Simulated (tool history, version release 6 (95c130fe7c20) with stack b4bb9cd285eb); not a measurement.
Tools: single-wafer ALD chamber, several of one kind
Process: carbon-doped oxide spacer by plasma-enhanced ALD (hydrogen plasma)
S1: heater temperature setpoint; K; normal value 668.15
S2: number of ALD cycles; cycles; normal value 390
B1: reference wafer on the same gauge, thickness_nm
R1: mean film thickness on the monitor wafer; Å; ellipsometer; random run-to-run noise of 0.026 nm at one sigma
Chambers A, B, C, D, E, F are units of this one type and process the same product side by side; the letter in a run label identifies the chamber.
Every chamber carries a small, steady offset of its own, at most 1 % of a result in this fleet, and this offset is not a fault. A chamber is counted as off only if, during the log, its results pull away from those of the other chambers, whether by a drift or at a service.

run 1B hour=6.5 | S1=668.15 S2=390 | B1=17.8 | R1=196.61
run 2E hour=11.9 | S1=668.15 S2=390 | B1=17.793 | R1=196.02
run 3C hour=22.3 | S1=668.15 S2=390 | B1=17.791 | R1=196.21
run 4A hour=27 | S1=668.15 S2=390 | B1=17.789 | R1=193.91
run 5D hour=33.9 | S1=668.15 S2=390 | B1=17.79 | R1=194.02
run 6F hour=43.2 | S1=668.15 S2=390 | B1=17.783 | R1=196.14
run 7F hour=48.5 | S1=663.15 S2=357 | B1=17.787 | R1=179.38
run 8B hour=57.7 | S1=663.15 S2=357 | B1=17.779 | R1=179.61
run 9A hour=63.7 | S1=663.15 S2=357 | B1=17.775 | R1=177.32
run 10C hour=72.5 | S1=663.15 S2=357 | B1=17.772 | R1=178.82
run 11E hour=82.2 | S1=663.15 S2=357 | B1=17.774 | R1=179.51
run 12D hour=89.3 | S1=663.15 S2=357 | B1=17.776 | R1=177
run 13E hour=95.2 | S1=668.15 S2=390 | B1=17.773 | R1=195.79
-- hour=98.8 chamber F: thermocouple changed; heater temperature recalibrated
run 14F hour=104.2 | S1=668.15 S2=390 | B1=17.76 | R1=195.69
run 15A hour=111.5 | S1=660.15 S2=390 | B1=17.766 | R1=193.42
run 16D hour=117.5 | S1=660.15 S2=390 | B1=17.766 | R1=193.62
run 17B hour=127.6 | S1=660.15 S2=390 | B1=17.762 | R1=196.34
run 18C hour=136.9 | S1=660.15 S2=390 | B1=17.75 | R1=194.76
run 19B hour=145.8 | S1=660.15 S2=390 | B1=17.753 | R1=196.04
run 20D hour=151.7 | S1=660.15 S2=390 | B1=17.747 | R1=193.33
run 21F hour=160.4 | S1=668.15 S2=390 | B1=17.751 | R1=195.21
run 22C hour=168.5 | S1=668.15 S2=390 | B1=17.745 | R1=194.88
run 23A hour=174.3 | S1=668.15 S2=390 | B1=17.746 | R1=193.79
run 24E hour=179.5 | S1=668.15 S2=390 | B1=17.744 | R1=195.52
run 25C hour=188.6 | S1=668.15 S2=390 | B1=17.741 | R1=194.89
run 26B hour=197.6 | S1=668.15 S2=390 | B1=17.736 | R1=195.69
run 27D hour=203.8 | S1=668.15 S2=390 | B1=17.736 | R1=192.82
run 28F hour=214.3 | S1=668.15 S2=390 | B1=17.728 | R1=195.07
run 29E hour=219.7 | S1=668.15 S2=390 | B1=17.729 | R1=194.87
run 30A hour=229.2 | S1=680.15 S2=319 | B1=17.734 | R1=154.96
run 31D hour=235.8 | S1=680.15 S2=319 | B1=17.728 | R1=154.52
run 32E hour=242.1 | S1=680.15 S2=319 | B1=17.728 | R1=153.99
run 33A hour=247 | S1=680.15 S2=319 | B1=17.718 | R1=154.85
run 34C hour=255.5 | S1=680.15 S2=319 | B1=17.72 | R1=155.99
run 35B hour=262.7 | S1=680.15 S2=319 | B1=17.713 | R1=153.74
run 36F hour=268.8 | S1=668.15 S2=452 | B1=17.71 | R1=225.89
run 37C hour=277.5 | S1=668.15 S2=452 | B1=17.712 | R1=225.26
run 38D hour=286.2 | S1=668.15 S2=452 | B1=17.714 | R1=223.39
run 39F hour=296.4 | S1=668.15 S2=452 | B1=17.709 | R1=226.28
run 40B hour=305.1 | S1=668.15 S2=452 | B1=17.701 | R1=226.04

Next, every chamber runs the same settings. What will each give?
run 41A hour=312.7 | S1=668.15 S2=435 | R1=?
run 41B hour=312.7 | S1=668.15 S2=435 | R1=?
run 41C hour=312.7 | S1=668.15 S2=435 | R1=?
run 41D hour=312.7 | S1=668.15 S2=435 | R1=?
run 41E hour=312.7 | S1=668.15 S2=435 | R1=?
run 41F hour=312.7 | S1=668.15 S2=435 | R1=?

run=41A R1=215.36
run=41B R1=217.74
run=41C R1=216.67
run=41D R1=215.14
run=41E R1=217.16
run=41F R1=217.37
